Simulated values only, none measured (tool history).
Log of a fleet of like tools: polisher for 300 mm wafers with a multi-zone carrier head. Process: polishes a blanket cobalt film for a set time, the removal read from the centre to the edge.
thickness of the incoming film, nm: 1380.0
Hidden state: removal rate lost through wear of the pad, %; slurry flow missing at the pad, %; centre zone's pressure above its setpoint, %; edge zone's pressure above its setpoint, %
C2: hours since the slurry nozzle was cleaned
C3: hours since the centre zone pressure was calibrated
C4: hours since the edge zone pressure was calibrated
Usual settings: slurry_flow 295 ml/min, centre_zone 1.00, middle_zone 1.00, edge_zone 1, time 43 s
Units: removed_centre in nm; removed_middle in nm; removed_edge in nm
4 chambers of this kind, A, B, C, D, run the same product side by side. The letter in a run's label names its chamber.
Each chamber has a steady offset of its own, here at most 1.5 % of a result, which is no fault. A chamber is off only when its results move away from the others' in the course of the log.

{"run": "1B", "day": 0.358, "slurry_flow": 295, "centre_zone": 1.0, "middle_zone": 1.0, "edge_zone": 1, "time": 43, "wafers polished on this pad": 527, "C2": 303.2, "C3": 355.7, "C4": 672.9, "removed_centre": 241.68, "removed_middle": 242.18, "removed_edge": 242.41}
{"run": "2D", "day": 0.633, "slurry_flow": 295, "centre_zone": 1.0, "middle_zone": 1.0, "edge_zone": 1, "time": 43, "wafers polished on this pad": 877, "C2": 128.2, "C3": 240.7, "C4": 639.4, "removed_centre": 240.11, "removed_middle": 242.76, "removed_edge": 239.88}
{"day": 0.862, "done": "chamber A: worn pad replaced by a new one"}
{"run": "3C", "day": 1.067, "slurry_flow": 295, "centre_zone": 1.0, "middle_zone": 1.0, "edge_zone": 1, "time": 43, "wafers polished on this pad": 727, "C2": 57.9, "C3": 97.0, "C4": 522.8, "removed_centre": 241.29, "removed_middle": 244.59, "removed_edge": 238.39}
{"day": 1.262, "done": "chamber D: worn pad replaced by a new one"}
{"day": 1.3, "done": "chamber B: worn pad replaced by a new one"}
{"run": "4A", "day": 1.312, "slurry_flow": 295, "centre_zone": 1.0, "middle_zone": 1.0, "edge_zone": 1, "time": 43, "wafers polished on this pad": 148, "C2": 51.2, "C3": 570.5, "C4": 296.4, "removed_centre": 241.92, "removed_middle": 240.02, "removed_edge": 244.25}
{"run": "5D", "day": 1.562, "slurry_flow": 325, "centre_zone": 1.11, "middle_zone": 1.0, "edge_zone": 1, "time": 43, "wafers polished on this pad": 99, "C2": 150.5, "C3": 263.0, "C4": 661.7, "removed_centre": 268.86, "removed_middle": 249.43, "removed_edge": 242.99}
{"run": "6C", "day": 2.021, "slurry_flow": 325, "centre_zone": 1.11, "middle_zone": 1.0, "edge_zone": 1, "time": 43, "wafers polished on this pad": 1041, "C2": 80.8, "C3": 119.9, "C4": 545.7, "removed_centre": 281.75, "removed_middle": 248.04, "removed_edge": 243.03}
{"run": "7A", "day": 2.35, "slurry_flow": 325, "centre_zone": 1.11, "middle_zone": 1.0, "edge_zone": 1, "time": 43, "wafers polished on this pad": 490, "C2": 76.1, "C3": 595.4, "C4": 321.3, "removed_centre": 272.31, "removed_middle": 245.09, "removed_edge": 243.82}
{"day": 2.621, "done": "chamber C: worn pad replaced by a new one"}
{"run": "8B", "day": 2.688, "slurry_flow": 325, "centre_zone": 1.11, "middle_zone": 1.0, "edge_zone": 1, "time": 43, "wafers polished on this pad": 457, "C2": 359.1, "C3": 411.6, "C4": 728.8, "removed_centre": 276.48, "removed_middle": 242.22, "removed_edge": 246.6}
{"day": 2.929, "done": "chamber C: edge zone pressure recalibrated"}
{"run": "9A", "day": 2.988, "slurry_flow": 295, "centre_zone": 1.04, "middle_zone": 1.0, "edge_zone": 1, "time": 38, "wafers polished on this pad": 700, "C2": 91.4, "C3": 610.7, "C4": 336.6, "removed_centre": 228.59, "removed_middle": 215.98, "removed_edge": 213.17}
{"run": "10C", "day": 3.454, "slurry_flow": 295, "centre_zone": 1.04, "middle_zone": 1.0, "edge_zone": 1, "time": 38, "wafers polished on this pad": 274, "C2": 115.2, "C3": 154.3, "C4": 12.6, "removed_centre": 226.92, "removed_middle": 215.39, "removed_edge": 216.36}
{"day": 3.896, "done": "chamber B: worn pad replaced by a new one"}
{"run": "11B", "day": 3.912, "slurry_flow": 295, "centre_zone": 1.04, "middle_zone": 1.0, "edge_zone": 1, "time": 38, "wafers polished on this pad": 5, "C2": 388.5, "C3": 441.0, "C4": 758.2, "removed_centre": 221.83, "removed_middle": 219.36, "removed_edge": 211.36}
{"day": 4.046, "done": "chamber A: worn pad replaced by a new one"}
{"day": 4.104, "done": "chamber D: worn pad replaced by a new one"}
{"run": "12D", "day": 4.417, "slurry_flow": 295, "centre_zone": 1.04, "middle_zone": 1.0, "edge_zone": 1, "time": 38, "wafers polished on this pad": 103, "C2": 219.0, "C3": 331.5, "C4": 730.2, "removed_centre": 221.7, "removed_middle": 212.7, "removed_edge": 216.4}
{"run": "13A", "day": 4.692, "slurry_flow": 295, "centre_zone": 1.0, "middle_zone": 1.0, "edge_zone": 1, "time": 43, "wafers polished on this pad": 213, "C2": 132.3, "C3": 651.6, "C4": 377.5, "removed_centre": 249.94, "removed_middle": 239.88, "removed_edge": 236.95}
{"run": "14B", "day": 5.125, "slurry_flow": 295, "centre_zone": 1.0, "middle_zone": 1.0, "edge_zone": 1, "time": 43, "wafers polished on this pad": 405, "C2": 417.6, "C3": 470.1, "C4": 787.3, "removed_centre": 247.76, "removed_middle": 244.94, "removed_edge": 243.82}
{"run": "15D", "day": 5.4, "slurry_flow": 295, "centre_zone": 1.0, "middle_zone": 1.0, "edge_zone": 1, "time": 43, "wafers polished on this pad": 427, "C2": 242.6, "C3": 355.1, "C4": 753.8, "removed_centre": 242.33, "removed_middle": 241.96, "removed_edge": 240.08}
{"run": "16C", "day": 5.683, "slurry_flow": 295, "centre_zone": 1.0, "middle_zone": 1.0, "edge_zone": 1, "time": 43, "wafers polished on this pad": 1008, "C2": 168.7, "C3": 207.8, "C4": 66.1, "removed_centre": 244.53, "removed_middle": 243.24, "removed_edge": 243.48}
{"day": 5.812, "done": "chamber C: worn pad replaced by a new one"}
{"run": "17D", "day": 6.062, "slurry_flow": 295, "centre_zone": 1.0, "middle_zone": 1.0, "edge_zone": 1, "time": 43, "wafers polished on this pad": 645, "C2": 258.5, "C3": 371.0, "C4": 769.7, "removed_centre": 239.82, "removed_middle": 240.95, "removed_edge": 244.88}
{"run": "18B", "day": 6.467, "slurry_flow": 295, "centre_zone": 1.0, "middle_zone": 1.0, "edge_zone": 1, "time": 43, "wafers polished on this pad": 846, "C2": 449.8, "C3": 502.3, "C4": 819.5, "removed_centre": 243.09, "removed_middle": 246.38, "removed_edge": 245.66}
{"day": 6.471, "done": "chamber B: worn pad replaced by a new one"}
{"run": "19A", "day": 6.821, "slurry_flow": 295, "centre_zone": 1.0, "middle_zone": 1.0, "edge_zone": 1, "time": 43, "wafers polished on this pad": 914, "C2": 183.4, "C3": 702.7, "C4": 428.6, "removed_centre": 241.03, "removed_middle": 240.43, "removed_edge": 242.32}
{"run": "20C", "day": 7.104, "slurry_flow": 295, "centre_zone": 1.0, "middle_zone": 1.0, "edge_zone": 1, "time": 43, "wafers polished on this pad": 426, "C2": 202.8, "C3": 241.9, "C4": 100.2, "removed_centre": 246.14, "removed_middle": 244.66, "removed_edge": 240.74}
{"day": 7.129, "done": "chamber B: edge zone pressure recalibrated"}
{"day": 7.233, "done": "chamber D: worn pad replaced by a new one"}
{"run": "21B", "day": 7.496, "slurry_flow": 295, "centre_zone": 1.0, "middle_zone": 1.0, "edge_zone": 1, "time": 43, "wafers polished on this pad": 338, "C2": 474.5, "C3": 527.0, "C4": 8.9, "removed_centre": 244.89, "removed_middle": 247.52, "removed_edge": 238.43}
{"day": 7.5, "done": "chamber A: worn pad replaced by a new one"}
{"run": "22C", "day": 7.725, "slurry_flow": 295, "centre_zone": 1.0, "middle_zone": 1.0, "edge_zone": 1, "time": 43, "wafers polished on this pad": 630, "C2": 217.7, "C3": 256.8, "C4": 115.1, "removed_centre": 244.09, "removed_middle": 244.79, "removed_edge": 241.38}
{"day": 7.85, "done": "chamber B: centre zone pressure recalibrated"}
{"run": "23A", "day": 7.946, "slurry_flow": 295, "centre_zone": 1.0, "middle_zone": 1.0, "edge_zone": 1, "time": 43, "wafers polished on this pad": 147, "C2": 210.4, "C3": 729.7, "C4": 455.6, "removed_centre": 243.2, "removed_middle": 242.39, "removed_edge": 243.56}
{"run": "24D", "day": 8.271, "slurry_flow": 295, "centre_zone": 0.91, "middle_zone": 0.92, "edge_zone": 1, "time": 43, "wafers polished on this pad": 342, "C2": 311.5, "C3": 424.0, "C4": 822.7, "removed_centre": 217.24, "removed_middle": 227.67, "removed_edge": 245.96}
{"run": "25B", "day": 8.633, "slurry_flow": 295, "centre_zone": 0.91, "middle_zone": 0.92, "edge_zone": 1, "time": 43, "wafers polished on this pad": 712, "C2": 501.8, "C3": 18.8, "C4": 36.2, "removed_centre": 217.06, "removed_middle": 230.25, "removed_edge": 244.32}
{"day": 8.667, "done": "chamber C: worn pad replaced by a new one"}
{"run": "26A", "day": 8.904, "slurry_flow": 295, "centre_zone": 0.91, "middle_zone": 0.92, "edge_zone": 1, "time": 43, "wafers polished on this pad": 462, "C2": 233.4, "C3": 752.7, "C4": 478.6, "removed_centre": 217.58, "removed_middle": 224.62, "removed_edge": 240.6}
{"day": 9.146, "done": "chamber A: centre zone pressure recalibrated"}
{"run": "27C", "day": 9.225, "slurry_flow": 295, "centre_zone": 0.91, "middle_zone": 0.92, "edge_zone": 1, "time": 43, "wafers polished on this pad": 183, "C2": 253.7, "C3": 292.8, "C4": 151.1, "removed_centre": 218.13, "removed_middle": 222.83, "removed_edge": 239.41}
{"run": "28D", "day": 9.621, "slurry_flow": 195, "centre_zone": 1.0, "middle_zone": 1.0, "edge_zone": 1, "time": 29, "wafers polished on this pad": 786, "C2": 343.9, "C3": 456.4, "C4": 855.1, "removed_centre": 155.89, "removed_middle": 158.18, "removed_edge": 159.89}
{"day": 9.792, "done": "chamber D: worn pad replaced by a new one"}
{"day": 9.821, "done": "chamber B: slurry nozzle cleaned"}
{"day": 9.867, "done": "chamber B: worn pad replaced by a new one"}
{"run": "29C", "day": 10.054, "slurry_flow": 195, "centre_zone": 1.0, "middle_zone": 1.0, "edge_zone": 1, "time": 29, "wafers polished on this pad": 456, "C2": 273.6, "C3": 312.7, "C4": 171.0, "removed_centre": 159.61, "removed_middle": 156.76, "removed_edge": 159.09}
{"run": "30B", "day": 10.354, "slurry_flow": 195, "centre_zone": 1.0, "middle_zone": 1.0, "edge_zone": 1, "time": 29, "wafers polished on this pad": 161, "C2": 12.9, "C3": 60.1, "C4": 77.5, "removed_centre": 155.79, "removed_middle": 155.69, "removed_edge": 159.2}
{"run": "31D", "day": 10.717, "slurry_flow": 195, "centre_zone": 1.0, "middle_zone": 1.0, "edge_zone": 1, "time": 29, "wafers polished on this pad": 305, "C2": 370.2, "C3": 482.7, "C4": 881.4, "removed_centre": 155.19, "removed_middle": 154.95, "removed_edge": 158.48}
{"day": 10.788, "done": "chamber A: worn pad replaced by a new one"}
{"run": "32A", "day": 11.108, "slurry_flow": 295, "centre_zone": 1.0, "middle_zone": 1.0, "edge_zone": 1, "time": 43, "wafers polished on this pad": 105, "C2": 286.3, "C3": 47.2, "C4": 531.5, "removed_centre": 243.22, "removed_middle": 250.34, "removed_edge": 242.08}
{"run": "33C", "day": 11.533, "slurry_flow": 295, "centre_zone": 1.0, "middle_zone": 1.0, "edge_zone": 1, "time": 43, "wafers polished on this pad": 943, "C2": 309.1, "C3": 348.2, "C4": 206.5, "removed_centre": 249.5, "removed_middle": 244.72, "removed_edge": 237.6}
{"day": 11.967, "done": "chamber C: worn pad replaced by a new one"}
{"run": "34B", "day": 12.004, "slurry_flow": 295, "centre_zone": 1.0, "middle_zone": 1.0, "edge_zone": 1, "time": 43, "wafers polished on this pad": 704, "C2": 52.5, "C3": 99.7, "C4": 117.1, "removed_centre": 245.02, "removed_middle": 242.84, "removed_edge": 240.56}
{"day": 12.379, "done": "chamber D: worn pad replaced by a new one"}
{"run": "35D", "day": 12.404, "slurry_flow": 295, "centre_zone": 1.0, "middle_zone": 1.0, "edge_zone": 1, "time": 43, "wafers polished on this pad": 9, "C2": 410.7, "C3": 523.2, "C4": 921.9, "removed_centre": 242.5, "removed_middle": 246.97, "removed_edge": 247.03}
{"run": "36A", "day": 12.775, "slurry_flow": 295, "centre_zone": 1.0, "middle_zone": 1.0, "edge_zone": 1, "time": 43, "wafers polished on this pad": 654, "C2": 326.3, "C3": 87.2, "C4": 571.5, "removed_centre": 239.75, "removed_middle": 243.97, "removed_edge": 243.0}
{"day": 12.954, "done": "chamber B: worn pad replaced by a new one"}
{"run": "37B", "day": 13.133, "slurry_flow": 295, "centre_zone": 1.0, "middle_zone": 1.0, "edge_zone": 1, "time": 43, "wafers polished on this pad": 59, "C2": 79.6, "C3": 126.8, "C4": 144.2, "removed_centre": 243.06, "removed_middle": 244.39, "removed_edge": 243.43}
{"run": "38D", "day": 13.396, "slurry_flow": 295, "centre_zone": 1.0, "middle_zone": 1.0, "edge_zone": 1, "time": 43, "wafers polished on this pad": 336, "C2": 434.5, "C3": 547.0, "C4": 945.7, "removed_centre": 243.08, "removed_middle": 241.52, "removed_edge": 243.33}
{"run": "39C", "day": 13.738, "slurry_flow": 295, "centre_zone": 1.0, "middle_zone": 1.0, "edge_zone": 1, "time": 43, "wafers polished on this pad": 584, "C2": 362.0, "C3": 401.1, "C4": 259.4, "removed_centre": 242.96, "removed_middle": 240.46, "removed_edge": 239.23}
{"day": 13.783, "done": "chamber A: worn pad replaced by a new one"}
{"run": "40A", "day": 14.075, "slurry_flow": 295, "centre_zone": 1.0, "middle_zone": 1.0, "edge_zone": 1, "time": 43, "wafers polished on this pad": 96, "C2": 357.5, "C3": 118.4, "C4": 602.7, "removed_centre": 246.3, "removed_middle": 242.0, "removed_edge": 242.8}
{"day": 14.433, "done": "chamber A: edge zone pressure recalibrated"}
{"run": "41B", "day": 14.542, "slurry_flow": 295, "centre_zone": 1.0, "middle_zone": 1.0, "edge_zone": 1, "time": 43, "wafers polished on this pad": 523, "C2": 113.4, "C3": 160.6, "C4": 178.0, "removed_centre": 247.74, "removed_middle": 248.19, "removed_edge": 243.99}
{"run": "42A", "day": 14.8, "slurry_flow": 295, "centre_zone": 1.0, "middle_zone": 1.0, "edge_zone": 1, "time": 43, "wafers polished on this pad": 335, "C2": 374.9, "C3": 135.8, "C4": 8.8, "removed_centre": 243.17, "removed_middle": 247.64, "removed_edge": 240.73}

What goes on in this fleet: one chamber off, a drifting gauge, or nothing beyond the chambers' own small offsets? Name the chamber and the cause, if any.

No chamber stands off beyond its own small offset, and the gauge holds steady.
